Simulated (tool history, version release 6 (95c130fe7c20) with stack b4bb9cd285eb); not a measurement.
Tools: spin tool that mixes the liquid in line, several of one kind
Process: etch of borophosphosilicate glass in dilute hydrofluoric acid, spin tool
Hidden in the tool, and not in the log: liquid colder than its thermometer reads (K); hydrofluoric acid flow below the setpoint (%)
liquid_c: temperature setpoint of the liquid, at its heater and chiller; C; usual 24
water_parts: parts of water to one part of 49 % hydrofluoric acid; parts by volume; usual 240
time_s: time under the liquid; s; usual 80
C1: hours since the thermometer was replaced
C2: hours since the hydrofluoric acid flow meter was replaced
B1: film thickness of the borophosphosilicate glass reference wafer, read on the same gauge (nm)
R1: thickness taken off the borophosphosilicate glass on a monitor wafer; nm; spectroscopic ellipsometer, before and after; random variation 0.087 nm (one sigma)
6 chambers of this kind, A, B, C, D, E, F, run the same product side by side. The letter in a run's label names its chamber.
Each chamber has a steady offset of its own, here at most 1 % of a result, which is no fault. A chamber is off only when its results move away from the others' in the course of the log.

{"run": "1F", "hour": 11.2, "liquid_c": 24, "water_parts": 240, "time_s": 80, "C1": 291, "C2": 205.6, "B1": 140, "R1": 12.82}
{"run": "2E", "hour": 24.3, "liquid_c": 24, "water_parts": 240, "time_s": 80, "C1": 348.3, "C2": 419, "B1": 139.98, "R1": 13.025}
{"run": "3C", "hour": 32.9, "liquid_c": 24, "water_parts": 240, "time_s": 80, "C1": 105.2, "C2": 175.4, "B1": 140, "R1": 13.025}
{"run": "4B", "hour": 44.0, "liquid_c": 24, "water_parts": 240, "time_s": 80, "C1": 1196.5, "C2": 136.8, "B1": 139.99, "R1": 12.822}
{"run": "5A", "hour": 51.5, "liquid_c": 24, "water_parts": 240, "time_s": 80, "C1": 1528.8, "C2": 1460.1, "B1": 140.02, "R1": 12.711}
{"run": "6D", "hour": 58.0, "liquid_c": 24, "water_parts": 240, "time_s": 80, "C1": 1961.6, "C2": 564.1, "B1": 139.99, "R1": 12.984}
{"run": "7B", "hour": 66.5, "liquid_c": 24, "water_parts": 240, "time_s": 80, "C1": 1219, "C2": 159.3, "B1": 139.99, "R1": 12.795}
{"run": "8F", "hour": 74.3, "liquid_c": 27, "water_parts": 240, "time_s": 80, "C1": 354.1, "C2": 268.7, "B1": 140, "R1": 14.326}
{"run": "9D", "hour": 87.3, "liquid_c": 27, "water_parts": 240, "time_s": 80, "C1": 1990.9, "C2": 593.4, "B1": 139.99, "R1": 14.427}
{"run": "10E", "hour": 96.4, "liquid_c": 27, "water_parts": 240, "time_s": 80, "C1": 420.4, "C2": 491.1, "B1": 140, "R1": 14.365}
{"run": "11A", "hour": 102.7, "liquid_c": 27, "water_parts": 240, "time_s": 80, "C1": 1580, "C2": 1511.3, "B1": 140.01, "R1": 14.163}
{"run": "12C", "hour": 115.7, "liquid_c": 27, "water_parts": 240, "time_s": 80, "C1": 188, "C2": 258.2, "B1": 140, "R1": 14.152}
{"run": "13B", "hour": 126.1, "liquid_c": 27, "water_parts": 240, "time_s": 80, "C1": 1278.6, "C2": 218.9, "B1": 139.99, "R1": 14.302}
{"run": "14E", "hour": 137.7, "liquid_c": 24, "water_parts": 240, "time_s": 80, "C1": 461.7, "C2": 532.4, "B1": 140.02, "R1": 12.622}
{"run": "15F", "hour": 144.4, "liquid_c": 24, "water_parts": 240, "time_s": 80, "C1": 424.2, "C2": 338.8, "B1": 139.99, "R1": 12.941}
{"run": "16A", "hour": 154.9, "liquid_c": 24, "water_parts": 240, "time_s": 80, "C1": 1632.2, "C2": 1563.5, "B1": 140, "R1": 12.712}
{"run": "17D", "hour": 167.1, "liquid_c": 24, "water_parts": 240, "time_s": 80, "C1": 2070.7, "C2": 673.2, "B1": 140.01, "R1": 12.884}
{"run": "18C", "hour": 175.4, "liquid_c": 27, "water_parts": 335, "time_s": 80, "C1": 247.7, "C2": 317.9, "B1": 139.99, "R1": 9.1843}
{"run": "19F", "hour": 185.7, "liquid_c": 27, "water_parts": 335, "time_s": 80, "C1": 465.5, "C2": 380.1, "B1": 140.01, "R1": 9.3889}
{"run": "20E", "hour": 193.6, "liquid_c": 27, "water_parts": 335, "time_s": 80, "C1": 517.6, "C2": 588.3, "B1": 140.02, "R1": 8.9756}
{"run": "21D", "hour": 205.7, "liquid_c": 27, "water_parts": 335, "time_s": 80, "C1": 2109.3, "C2": 711.8, "B1": 139.98, "R1": 9.354}
{"run": "22C", "hour": 216.9, "liquid_c": 27, "water_parts": 335, "time_s": 80, "C1": 289.2, "C2": 359.4, "B1": 140, "R1": 9.1681}
{"run": "23B", "hour": 225.8, "liquid_c": 27, "water_parts": 335, "time_s": 80, "C1": 1378.3, "C2": 318.6, "B1": 140.02, "R1": 9.1877}
{"run": "24A", "hour": 234.7, "liquid_c": 24, "water_parts": 240, "time_s": 80, "C1": 1712, "C2": 1643.3, "B1": 140, "R1": 12.655}
{"run": "25A", "hour": 244.0, "liquid_c": 24, "water_parts": 240, "time_s": 80, "C1": 1721.3, "C2": 1652.6, "B1": 140.02, "R1": 12.64}
{"run": "26C", "hour": 256.3, "liquid_c": 24, "water_parts": 240, "time_s": 80, "C1": 328.6, "C2": 398.8, "B1": 140.01, "R1": 12.737}
{"hour": 263.3, "done": "chamber F: hydrofluoric acid flow meter replaced"}
{"run": "27B", "hour": 267.1, "liquid_c": 24, "water_parts": 240, "time_s": 80, "C1": 1419.6, "C2": 359.9, "B1": 140, "R1": 12.723}
{"run": "28E", "hour": 277.8, "liquid_c": 24, "water_parts": 240, "time_s": 80, "C1": 601.8, "C2": 672.5, "B1": 140, "R1": 12.159}
{"run": "29D", "hour": 287.4, "liquid_c": 24, "water_parts": 240, "time_s": 40, "C1": 2191, "C2": 793.5, "B1": 140.01, "R1": 6.3323}
{"run": "30F", "hour": 295.5, "liquid_c": 24, "water_parts": 240, "time_s": 40, "C1": 575.3, "C2": 32.3, "B1": 140.01, "R1": 6.4446}
{"run": "31B", "hour": 306.7, "liquid_c": 24, "water_parts": 240, "time_s": 40, "C1": 1459.2, "C2": 399.5, "B1": 140.02, "R1": 6.4274}
{"run": "32E", "hour": 317.1, "liquid_c": 24, "water_parts": 240, "time_s": 40, "C1": 641.1, "C2": 711.8, "B1": 139.99, "R1": 6.1715}
{"run": "33C", "hour": 330.4, "liquid_c": 24, "water_parts": 240, "time_s": 40, "C1": 402.7, "C2": 472.9, "B1": 140, "R1": 6.3563}
{"run": "34F", "hour": 336.8, "liquid_c": 24, "water_parts": 240, "time_s": 40, "C1": 616.6, "C2": 73.6, "B1": 140, "R1": 6.3933}
{"run": "35A", "hour": 342.7, "liquid_c": 24, "water_parts": 240, "time_s": 80, "C1": 1820, "C2": 1751.3, "B1": 140, "R1": 12.799}
{"run": "36D", "hour": 351.0, "liquid_c": 24, "water_parts": 240, "time_s": 80, "C1": 2254.6, "C2": 857.1, "B1": 140.02, "R1": 12.897}
{"run": "37D", "hour": 357.0, "liquid_c": 24, "water_parts": 240, "time_s": 80, "C1": 2260.6, "C2": 863.1, "B1": 140, "R1": 12.795}
{"run": "38F", "hour": 368.1, "liquid_c": 24, "water_parts": 240, "time_s": 50, "C1": 647.9, "C2": 104.9, "B1": 140, "R1": 8.1514}
{"run": "39E", "hour": 380.0, "liquid_c": 24, "water_parts": 240, "time_s": 50, "C1": 704, "C2": 774.7, "B1": 139.99, "R1": 7.4927}
{"run": "40C", "hour": 386.7, "liquid_c": 24, "water_parts": 240, "time_s": 50, "C1": 459, "C2": 529.2, "B1": 140, "R1": 8.0205}
{"run": "41B", "hour": 396.8, "liquid_c": 24, "water_parts": 240, "time_s": 50, "C1": 1549.3, "C2": 489.6, "B1": 140, "R1": 7.9132}

All 6 chambers run these settings next. Forecast each chamber's results:
{"run": "42A", "hour": 406.4, "liquid_c": 24, "water_parts": 240, "time_s": 80, "R1": "?"}
{"run": "42B", "hour": 406.4, "liquid_c": 24, "water_parts": 240, "time_s": 80, "R1": "?"}
{"run": "42C", "hour": 406.4, "liquid_c": 24, "water_parts": 240, "time_s": 80, "R1": "?"}
{"run": "42D", "hour": 406.4, "liquid_c": 24, "water_parts": 240, "time_s": 80, "R1": "?"}
{"run": "42E", "hour": 406.4, "liquid_c": 24, "water_parts": 240, "time_s": 80, "R1": "?"}
{"run": "42F", "hour": 406.4, "liquid_c": 24, "water_parts": 240, "time_s": 80, "R1": "?"}

run=42A R1=12.661
run=42B R1=12.925
run=42C R1=12.786
run=42D R1=12.868
run=42E R1=11.973
run=42F R1=12.781
